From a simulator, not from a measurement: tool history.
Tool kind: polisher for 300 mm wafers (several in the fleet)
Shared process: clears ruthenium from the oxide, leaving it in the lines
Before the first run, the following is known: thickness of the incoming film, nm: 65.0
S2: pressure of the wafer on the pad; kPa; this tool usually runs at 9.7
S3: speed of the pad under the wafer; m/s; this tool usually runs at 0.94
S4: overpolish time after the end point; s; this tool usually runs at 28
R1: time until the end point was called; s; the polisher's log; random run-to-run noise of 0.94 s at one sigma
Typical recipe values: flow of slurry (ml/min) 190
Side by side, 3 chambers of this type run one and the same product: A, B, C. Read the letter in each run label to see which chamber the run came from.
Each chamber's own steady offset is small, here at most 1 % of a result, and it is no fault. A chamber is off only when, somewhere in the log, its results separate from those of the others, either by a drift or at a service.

Run 1B, hour 6.8: usual settings. Result: R1 97.000 s.
Run 2A, hour 13.5: usual settings. Result: R1 97.764 s.
At hour 14.5: chamber C: worn pad replaced by a new one.
Run 3C, hour 22.2: usual settings. Result: R1 98.323 s.
At hour 30.9: chamber B: slurry nozzle cleaned.
Run 4C, hour 33.7: usual settings. Result: R1 97.751 s.
Run 5A, hour 43.0: usual settings but S3 0.74 m/s. Result: R1 123.970 s.
Run 6B, hour 51.1: usual settings but S3 0.74 m/s. Result: R1 123.920 s.
Run 7B, hour 58.9: usual settings but S3 0.74 m/s. Result: R1 123.740 s.
Run 8A, hour 64.7: usual settings. Result: R1 95.464 s.
Run 9C, hour 69.9: usual settings. Result: R1 98.350 s.
Run 10B, hour 75.9: usual settings. Result: R1 99.093 s.
At hour 84.8: chamber A: worn pad replaced by a new one.
Run 11C, hour 86.6: usual settings. Result: R1 97.650 s.
Run 12A, hour 96.1: usual settings. Result: R1 97.424 s.
Run 13C, hour 106.4: usual settings. Result: R1 98.400 s.
Run 14A, hour 113.8: usual settings but S2 7.6 kPa, S4 34 s. Result: R1 120.330 s.
Run 15B, hour 124.8: usual settings but S2 7.6 kPa, S4 34 s. Result: R1 127.970 s.
At hour 132.4: chamber C: head pressure recalibrated.
Run 16B, hour 134.1: usual settings but S2 7.6 kPa, S4 34 s. Result: R1 126.910 s.
Run 17C, hour 141.0: usual settings. Result: R1 98.306 s.
Run 18A, hour 150.2: usual settings. Result: R1 97.193 s.
Run 19A, hour 157.0: usual settings. Result: R1 95.780 s.
At hour 160.4: chamber C: worn pad replaced by a new one.
Run 20B, hour 168.1: usual settings but flow of slurry (ml/min) 245, S2 11.7 kPa. Result: R1 81.492 s.
At hour 171.1: chamber A: worn pad replaced by a new one.
Run 21C, hour 176.2: usual settings but flow of slurry (ml/min) 245, S2 11.7 kPa. Result: R1 78.722 s.
Run 22B, hour 184.8: usual settings but flow of slurry (ml/min) 245, S2 11.7 kPa. Result: R1 83.279 s.
Run 23C, hour 189.9: usual settings but flow of slurry (ml/min) 250, S2 11.0 kPa. Result: R1 81.146 s.
Run 24A, hour 196.7: usual settings but flow of slurry (ml/min) 250, S2 11.0 kPa. Result: R1 83.215 s.
Run 25C, hour 206.7: usual settings but flow of slurry (ml/min) 250, S2 11.0 kPa. Result: R1 82.370 s.
Run 26B, hour 218.0: usual settings. Result: R1 105.510 s.
Run 27A, hour 227.0: usual settings but flow of slurry (ml/min) 140. Result: R1 101.510 s.
Run 28C, hour 232.8: usual settings but flow of slurry (ml/min) 140. Result: R1 103.140 s.
Run 29A, hour 238.9: usual settings but flow of slurry (ml/min) 140. Result: R1 102.010 s.

Next, every chamber runs the same settings. What will each give?
Run 30A, hour 247.3: usual settings. Result: R1 ?.
Run 30B, hour 247.3: usual settings. Result: R1 ?.
Run 30C, hour 247.3: usual settings. Result: R1 ?.

run       R1
30A   96.857
30B  108.050
30C   99.088

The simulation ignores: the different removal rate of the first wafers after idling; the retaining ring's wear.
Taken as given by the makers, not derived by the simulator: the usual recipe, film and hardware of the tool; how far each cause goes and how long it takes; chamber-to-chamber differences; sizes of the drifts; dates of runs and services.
